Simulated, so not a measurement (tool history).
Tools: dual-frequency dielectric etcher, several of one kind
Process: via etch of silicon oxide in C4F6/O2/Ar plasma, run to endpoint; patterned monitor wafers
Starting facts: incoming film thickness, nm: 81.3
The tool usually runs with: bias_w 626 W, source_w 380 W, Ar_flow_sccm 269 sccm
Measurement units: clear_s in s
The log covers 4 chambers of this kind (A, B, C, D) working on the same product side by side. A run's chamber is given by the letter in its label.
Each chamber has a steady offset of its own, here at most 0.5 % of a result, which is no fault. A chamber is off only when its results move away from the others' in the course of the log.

run,hour,bias_w,source_w,Ar_flow_sccm,clear_s
1C,12.8,626,380,269,16.751
2B,25.1,626,380,269,16.404
3D,31.5,626,380,269,16.467
4A,44.5,626,380,269,16.626
5B,53,626,380,269,16.317
6A,62.3,626,380,269,16.398
7C,74.9,626,380,269,16.394
8D,83.2,626,380,269,16.531
9C,92.3,626,380,269,16.406
10A,105.8,626,380,269,16.739
11B,113.6,626,380,269,16.487
12D,123.8,626,380,269,16.54
13C,129.9,533,380,269,17.622
14D,135.8,533,380,269,17.449
15A,143.1,533,380,269,17.787
16B,150.3,533,380,269,17.635
# hour 161.1: chamber A: wet clean of the chamber
17C,161.7,626,380,269,16.366
# hour 170: chamber B: wet clean of the chamber
18D,170.8,626,380,269,16.555
# hour 176.5: chamber C: wet clean of the chamber
19B,181.3,626,380,269,16.327
20A,190.9,626,380,269,16.59
21D,196.9,626,380,269,16.38
22C,205.1,626,380,269,16.359
23B,211.3,626,380,269,16.383
24A,224.4,626,380,269,16.748
# hour 232.2: chamber D: wet clean of the chamber
25B,235.6,626,380,269,16.543
26A,243.5,626,380,269,16.532
27C,253.6,626,380,269,16.357
28D,266.8,626,380,269,16.688

Predict what each chamber gives when all 4 of them run the settings below next.
29A,276.7,626,430,269,?
29B,276.7,626,430,269,?
29C,276.7,626,430,269,?
29D,276.7,626,430,269,?

run,clear_s
29A,15.948
29B,15.694
29C,15.812
29D,15.855
